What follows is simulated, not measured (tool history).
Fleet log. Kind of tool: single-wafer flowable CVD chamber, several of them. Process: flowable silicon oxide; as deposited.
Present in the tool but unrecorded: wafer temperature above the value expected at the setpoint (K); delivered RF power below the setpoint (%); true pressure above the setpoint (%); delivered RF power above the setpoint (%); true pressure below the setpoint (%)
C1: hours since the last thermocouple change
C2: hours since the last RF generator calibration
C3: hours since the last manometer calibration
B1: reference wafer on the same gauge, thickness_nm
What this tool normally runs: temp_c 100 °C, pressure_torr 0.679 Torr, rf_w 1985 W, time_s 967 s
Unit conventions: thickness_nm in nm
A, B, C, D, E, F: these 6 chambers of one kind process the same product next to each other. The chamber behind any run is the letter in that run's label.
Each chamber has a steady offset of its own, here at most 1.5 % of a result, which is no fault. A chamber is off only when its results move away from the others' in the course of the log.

Run 1C, day 0.417: usual settings; C1 716.0; C2 1191.8; C3 442.4; B1 476.15. Result: thickness_nm 466.27 nm.
Run 2B, day 0.738: usual settings; C1 1242.1; C2 1322.3; C3 1061.5; B1 476.16. Result: thickness_nm 466.54 nm.
Run 3F, day 1.121: usual settings; C1 1742.5; C2 127.3; C3 922.5; B1 476.18. Result: thickness_nm 466.81 nm.
Run 4E, day 1.512: usual settings; C1 1365.9; C2 809.1; C3 1017.7; B1 476.01. Result: thickness_nm 467.78 nm.
Run 5D, day 1.796: usual settings; C1 367.8; C2 380.1; C3 2179.2; B1 475.76. Result: thickness_nm 478.71 nm.
Run 6A, day 2.100: usual settings; C1 1103.5; C2 2198.3; C3 1027.6; B1 476.05. Result: thickness_nm 468.50 nm.
Run 7F, day 2.304: usual settings; C1 1770.9; C2 155.7; C3 950.9; B1 476.14. Result: thickness_nm 468.18 nm.
Run 8E, day 2.567: usual settings; C1 1391.2; C2 834.4; C3 1043.0; B1 476.05. Result: thickness_nm 462.95 nm.
Run 9D, day 2.879: usual settings but temp_c 107 °C; C1 393.8; C2 406.1; C3 2205.2; B1 475.85. Result: thickness_nm 376.24 nm.
Run 10A, day 3.196: usual settings but temp_c 107 °C; C1 1129.8; C2 2224.6; C3 1053.9; B1 476.02. Result: thickness_nm 369.68 nm.
At day 3.338: chamber B: capacitance manometer re-zeroed and calibrated.
Run 11B, day 3.383: usual settings but temp_c 107 °C; C1 1305.6; C2 1385.8; C3 1.1; B1 475.60. Result: thickness_nm 371.03 nm.
Run 12C, day 3.792: usual settings but temp_c 107 °C; C1 797.0; C2 1272.8; C3 523.4; B1 475.88. Result: thickness_nm 370.85 nm.
Run 13E, day 4.188: usual settings but temp_c 107 °C; C1 1430.1; C2 873.3; C3 1081.9; B1 475.59. Result: thickness_nm 367.10 nm.
Run 14F, day 4.558: usual settings but temp_c 107 °C; C1 1825.0; C2 209.8; C3 1005.0; B1 475.91. Result: thickness_nm 368.77 nm.
Run 15A, day 4.971: usual settings; C1 1172.4; C2 2267.2; C3 1096.5; B1 475.95. Result: thickness_nm 467.57 nm.
Run 16D, day 5.350: usual settings; C1 453.1; C2 465.4; C3 2264.5; B1 476.05. Result: thickness_nm 480.07 nm.
Run 17B, day 5.762: usual settings but rf_w 2265 W, time_s 861 s; C1 1362.7; C2 1442.9; C3 58.2; B1 475.81. Result: thickness_nm 427.09 nm.
Run 18C, day 6.021: usual settings but rf_w 2265 W, time_s 861 s; C1 850.5; C2 1326.3; C3 576.9; B1 475.73. Result: thickness_nm 426.36 nm.
Run 19A, day 6.283: usual settings but rf_w 2265 W, time_s 861 s; C1 1203.9; C2 2298.7; C3 1128.0; B1 476.13. Result: thickness_nm 426.50 nm.
Run 20D, day 6.542: usual settings but rf_w 2265 W, time_s 861 s; C1 481.7; C2 494.0; C3 2293.1; B1 475.94. Result: thickness_nm 436.96 nm.
Run 21E, day 6.838: usual settings but rf_w 2265 W, time_s 861 s; C1 1493.7; C2 936.9; C3 1145.5; B1 475.59. Result: thickness_nm 420.77 nm.
Run 22C, day 7.183: usual settings but rf_w 2265 W, time_s 861 s; C1 878.4; C2 1354.2; C3 604.8; B1 475.86. Result: thickness_nm 425.55 nm.
Run 23F, day 7.596: usual settings but time_s 841 s; C1 1897.9; C2 282.7; C3 1077.9; B1 476.09. Result: thickness_nm 406.77 nm.
Run 24B, day 7.800: usual settings but time_s 841 s; C1 1411.6; C2 1491.8; C3 107.1; B1 476.23. Result: thickness_nm 407.42 nm.
Run 25E, day 8.058: usual settings but time_s 841 s; C1 1523.0; C2 966.2; C3 1174.8; B1 476.13. Result: thickness_nm 402.53 nm.
At day 8.188: chamber F: capacitance manometer re-zeroed and calibrated.
Run 26A, day 8.400: usual settings but time_s 841 s; C1 1254.7; C2 2349.5; C3 1178.8; B1 475.95. Result: thickness_nm 406.40 nm.
At day 8.488: chamber A: RF generator calibrated.
Run 27F, day 8.638: usual settings but time_s 841 s; C1 1922.9; C2 307.7; C3 10.9; B1 475.84. Result: thickness_nm 405.46 nm.
Run 28B, day 9.042: usual settings but time_s 841 s; C1 1441.4; C2 1521.6; C3 136.9; B1 476.23. Result: thickness_nm 409.21 nm.
Run 29C, day 9.325: usual settings; C1 929.8; C2 1405.6; C3 656.2; B1 475.91. Result: thickness_nm 466.07 nm.
Run 30D, day 9.700: usual settings; C1 557.5; C2 569.8; C3 2368.9; B1 476.36. Result: thickness_nm 475.04 nm.
Run 31E, day 9.921: usual settings; C1 1567.7; C2 1010.9; C3 1219.5; B1 475.96. Result: thickness_nm 459.88 nm.
Run 32F, day 10.104: usual settings; C1 1958.1; C2 342.9; C3 46.1; B1 476.29. Result: thickness_nm 466.37 nm.
Run 33B, day 10.354: usual settings; C1 1472.9; C2 1553.1; C3 168.4; B1 476.12. Result: thickness_nm 468.82 nm.
At day 10.721: chamber C: thermocouple changed; heater temperature recalibrated.
Run 34A, day 10.750: usual settings; C1 1311.1; C2 54.4; C3 1235.2; B1 476.27. Result: thickness_nm 470.69 nm.
Run 35C, day 10.933: usual settings; C1 5.2; C2 1444.2; C3 694.8; B1 475.66. Result: thickness_nm 468.41 nm.
Run 36D, day 11.142: usual settings; C1 592.1; C2 604.4; C3 2403.5; B1 476.08. Result: thickness_nm 478.78 nm.
Run 37E, day 11.342: usual settings; C1 1601.8; C2 1045.0; C3 1253.6; B1 475.92. Result: thickness_nm 460.88 nm.
Run 38A, day 11.650: usual settings; C1 1332.7; C2 76.0; C3 1256.8; B1 475.89. Result: thickness_nm 467.75 nm.
Run 39B, day 11.921: usual settings; C1 1510.5; C2 1590.7; C3 206.0; B1 476.28. Result: thickness_nm 470.07 nm.
Run 40D, day 12.192: usual settings; C1 617.3; C2 629.6; C3 2428.7; B1 475.89. Result: thickness_nm 475.46 nm.
Run 41F, day 12.400: usual settings; C1 2013.2; C2 398.0; C3 101.2; B1 475.81. Result: thickness_nm 468.49 nm.
Run 42C, day 12.633: usual settings but temp_c 91 °C, rf_w 2225 W; C1 46.0; C2 1485.0; C3 735.6; B1 476.05. Result: thickness_nm 639.56 nm.
Run 43A, day 12.846: usual settings but temp_c 91 °C, rf_w 2225 W; C1 1361.4; C2 104.7; C3 1285.5; B1 475.89. Result: thickness_nm 646.70 nm.

Is one chamber out of step, is the gauge drifting, or do the chambers differ by no more than their own small offsets? For an off chamber, give its letter and the likeliest cause.

Chamber E drifts away from the others.
Most likely cause: true pressure below the setpoint (%) = 1.35.
The log might look much the same if the cause were instead: wafer temperature above the value expected at the setpoint (K); delivered RF power below the setpoint (%).

Chamber E could run next with any of the 4 candidate recipes listed below; each alters the usual settings, and their results appear as question marks. Which one brings its results back in line with what the other chambers deliver on the usual settings?
In-line tolerance around the mean of the other chambers on the usual settings: thickness_nm 4.60 nm
Run 44E-1, day 13.150: usual settings but time_s 975 s. Result: thickness_nm ?.
Run 44E-2, day 13.150: usual settings but time_s 942 s. Result: thickness_nm ?.
Run 44E-3, day 13.150: usual settings but rf_w 2280 W. Result: thickness_nm ?.
Run 44E-4, day 13.150: usual settings but pressure_torr 0.677 Torr, time_s 966 s. Result: thickness_nm ?.

Other chambers, usual settings, mean: thickness_nm 469.68 nm
  run  thickness_nm
44E-1        462.56
44E-2        446.91
44E-3        470.22
44E-4        456.43
It is 44E-3 that realigns the chamber with its peers.
